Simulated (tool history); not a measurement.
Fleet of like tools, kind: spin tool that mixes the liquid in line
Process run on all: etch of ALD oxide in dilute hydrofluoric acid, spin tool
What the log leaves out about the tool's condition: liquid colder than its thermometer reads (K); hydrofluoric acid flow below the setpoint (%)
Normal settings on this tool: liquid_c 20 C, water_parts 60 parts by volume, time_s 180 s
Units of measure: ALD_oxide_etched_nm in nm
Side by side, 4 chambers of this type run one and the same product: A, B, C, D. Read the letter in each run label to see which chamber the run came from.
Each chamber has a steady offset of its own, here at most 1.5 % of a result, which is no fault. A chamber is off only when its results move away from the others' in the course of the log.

run	day	liquid_c	water_parts	time_s	hours since the thermometer was replaced	hours since the hydrofluoric acid flow meter was replaced	read-back film thickness of the ALD oxide reference wafer, read on the same gauge (nm)	ALD_oxide_etched_nm
1C	0.112	20	60	180	1308.6	684	109.96	25.842
2D	0.346	20	60	180	383.6	414.2	110	25.989
3B	0.458	20	60	180	535.5	1034.5	110	26.3
4A	0.671	20	60	180	692.4	255.2	109.98	26.082
5A	0.871	20	60	180	697.2	260	110.02	26.65
6D	0.975	20	60	180	398.7	429.3	110	25.765
7B	1.083	20	60	180	550.5	1049.5	109.97	26.199
8C	1.212	20	60	180	1335	710.4	110	25.906
9D	1.45	20	60	180	410.1	440.7	110.01	25.718
10C	1.604	20	60	180	1344.4	719.8	110.02	25.945
11B	1.8	20	60	180	567.7	1066.7	109.99	26.039
12A	2.033	20	60	180	725.1	287.9	110.01	26.61
13A	2.258	20	60	180	730.5	293.3	109.99	26.331
14D	2.429	20	60	180	433.6	464.2	110.02	25.735
15C	2.6	20	60	180	1368.3	743.7	110.01	25.967
16B	2.725	20	60	180	589.9	1088.9	110.02	25.941
17B	2.917	20	60	180	594.5	1093.5	109.98	26.047
18C	3.075	17	40	180	1379.7	755.1	109.98	34.775
19D	3.262	17	40	180	453.6	484.2	110.01	34.084
20A	3.379	17	40	180	757.4	320.2	110.01	35.942
21A	3.533	17	40	180	761.1	323.9	109.99	35.928
22D	3.712	20	60	180	464.4	495	109.98	24.73
23C	3.883	20	60	180	1399.1	774.5	110.04	26.096
24B	4.117	17	60	105	623.3	1122.3	110.02	13.414
25B	4.288	17	60	105	627.4	1126.4	110	13.294
26A	4.496	17	60	105	784.2	347	110.03	13.6
27D	4.604	17	60	105	485.8	516.4	110.02	12.508
28C	4.833	20	60	180	1421.9	797.3	110	25.821
29A	5.038	20	60	180	797.2	360	110.04	26.528
30B	5.262	22.5	40	180	650.8	1149.8	110	44.275
31D	5.412	22.5	40	180	505.2	535.8	110.04	40.876

Next, all 4 chambers run the settings below, one line each with question marks for the results. What does each chamber give?
32A	5.583	20	60	85				?
32B	5.583	20	60	85				?
32C	5.583	20	60	85				?
32D	5.583	20	60	85				?

run	ALD_oxide_etched_nm
32A	12.574
32B	12.492
32C	12.093
32D	11.327
